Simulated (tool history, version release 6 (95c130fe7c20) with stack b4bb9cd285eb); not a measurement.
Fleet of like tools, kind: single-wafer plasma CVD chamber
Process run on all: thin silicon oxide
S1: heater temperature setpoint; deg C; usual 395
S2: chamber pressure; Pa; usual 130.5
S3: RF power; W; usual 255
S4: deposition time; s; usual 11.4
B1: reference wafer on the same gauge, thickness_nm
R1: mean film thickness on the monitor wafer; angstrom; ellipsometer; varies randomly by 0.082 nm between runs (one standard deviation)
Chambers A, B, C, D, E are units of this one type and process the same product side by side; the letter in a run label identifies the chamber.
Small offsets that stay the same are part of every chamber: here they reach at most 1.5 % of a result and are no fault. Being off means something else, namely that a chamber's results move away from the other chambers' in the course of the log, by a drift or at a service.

{"run": "1D", "hour": 3.3, "S1": 395, "S2": 130.5, "S3": 255, "S4": 11.4, "B1": 24.788, "R1": 229.28}
{"run": "2B", "hour": 9.8, "S1": 395, "S2": 130.5, "S3": 255, "S4": 11.4, "B1": 24.791, "R1": 233.32}
{"run": "3A", "hour": 14.9, "S1": 395, "S2": 130.5, "S3": 255, "S4": 11.4, "B1": 24.81, "R1": 234.4}
{"run": "4E", "hour": 21.4, "S1": 395, "S2": 130.5, "S3": 255, "S4": 11.4, "B1": 24.782, "R1": 230.06}
{"run": "5C", "hour": 26.0, "S1": 395, "S2": 130.5, "S3": 255, "S4": 11.4, "B1": 24.81, "R1": 234.22}
{"run": "6B", "hour": 31.8, "S1": 395, "S2": 130.5, "S3": 255, "S4": 11.4, "B1": 24.784, "R1": 231.24}
{"run": "7C", "hour": 36.7, "S1": 395, "S2": 130.5, "S3": 255, "S4": 11.4, "B1": 24.797, "R1": 234.93}
{"run": "8D", "hour": 43.9, "S1": 395, "S2": 130.5, "S3": 255, "S4": 9.7, "B1": 24.779, "R1": 193.53}
{"run": "9E", "hour": 48.0, "S1": 395, "S2": 130.5, "S3": 255, "S4": 9.7, "B1": 24.793, "R1": 195.26}
{"run": "10A", "hour": 54.6, "S1": 395, "S2": 130.5, "S3": 255, "S4": 9.7, "B1": 24.839, "R1": 198.46}
{"run": "11E", "hour": 60.2, "S1": 395, "S2": 130.5, "S3": 255, "S4": 9.7, "B1": 24.817, "R1": 195.39}
{"run": "12B", "hour": 64.1, "S1": 395, "S2": 130.5, "S3": 255, "S4": 9.7, "B1": 24.8, "R1": 197.02}
{"run": "13A", "hour": 68.3, "S1": 395, "S2": 130.5, "S3": 255, "S4": 11.4, "B1": 24.805, "R1": 235.12}
{"run": "14D", "hour": 74.0, "S1": 395, "S2": 130.5, "S3": 255, "S4": 11.4, "B1": 24.765, "R1": 225.47}
{"hour": 79.2, "done": "chamber B: RF generator calibrated"}
{"run": "15C", "hour": 81.0, "S1": 395, "S2": 130.5, "S3": 255, "S4": 11.4, "B1": 24.815, "R1": 233.6}
{"run": "16D", "hour": 86.2, "S1": 401, "S2": 130.5, "S3": 255, "S4": 9.6, "B1": 24.778, "R1": 189.63}
{"run": "17A", "hour": 89.7, "S1": 401, "S2": 130.5, "S3": 255, "S4": 9.6, "B1": 24.792, "R1": 194.75}
{"run": "18B", "hour": 96.7, "S1": 401, "S2": 130.5, "S3": 255, "S4": 9.6, "B1": 24.793, "R1": 193.98}
{"run": "19C", "hour": 103.8, "S1": 401, "S2": 130.5, "S3": 255, "S4": 9.6, "B1": 24.817, "R1": 195.29}
{"run": "20E", "hour": 107.7, "S1": 401, "S2": 130.5, "S3": 255, "S4": 9.6, "B1": 24.783, "R1": 191.86}
{"run": "21C", "hour": 112.9, "S1": 395, "S2": 130.5, "S3": 220, "S4": 11.4, "B1": 24.805, "R1": 218.79}
{"run": "22E", "hour": 120.2, "S1": 395, "S2": 130.5, "S3": 220, "S4": 11.4, "B1": 24.793, "R1": 216.05}
{"run": "23D", "hour": 126.6, "S1": 395, "S2": 130.5, "S3": 220, "S4": 11.4, "B1": 24.795, "R1": 209.74}
{"run": "24B", "hour": 133.0, "S1": 395, "S2": 130.5, "S3": 220, "S4": 11.4, "B1": 24.818, "R1": 214.92}
{"run": "25A", "hour": 136.9, "S1": 395, "S2": 130.5, "S3": 220, "S4": 11.4, "B1": 24.787, "R1": 219.43}
{"run": "26E", "hour": 141.7, "S1": 395, "S2": 130.5, "S3": 255, "S4": 11.4, "B1": 24.8, "R1": 229.34}
{"run": "27A", "hour": 145.1, "S1": 395, "S2": 130.5, "S3": 255, "S4": 11.4, "B1": 24.829, "R1": 233.23}
{"run": "28B", "hour": 148.8, "S1": 395, "S2": 130.5, "S3": 255, "S4": 11.4, "B1": 24.791, "R1": 231.49}
{"run": "29D", "hour": 153.1, "S1": 381, "S2": 142.8, "S3": 255, "S4": 11.4, "B1": 24.796, "R1": 237.03}
{"run": "30C", "hour": 159.9, "S1": 381, "S2": 142.8, "S3": 255, "S4": 11.4, "B1": 24.786, "R1": 250.78}

The same settings go to every chamber for the next run, one line per chamber below. Forecast the results for each:
{"run": "31A", "hour": 165.1, "S1": 395, "S2": 130.5, "S3": 255, "S4": 11.4, "R1": "?"}
{"run": "31B", "hour": 165.1, "S1": 395, "S2": 130.5, "S3": 255, "S4": 11.4, "R1": "?"}
{"run": "31C", "hour": 165.1, "S1": 395, "S2": 130.5, "S3": 255, "S4": 11.4, "R1": "?"}
{"run": "31D", "hour": 165.1, "S1": 395, "S2": 130.5, "S3": 255, "S4": 11.4, "R1": "?"}
{"run": "31E", "hour": 165.1, "S1": 395, "S2": 130.5, "S3": 255, "S4": 11.4, "R1": "?"}

run=31A R1=234.67
run=31B R1=231.59
run=31C R1=232.91
run=31D R1=220.75
run=31E R1=228.75
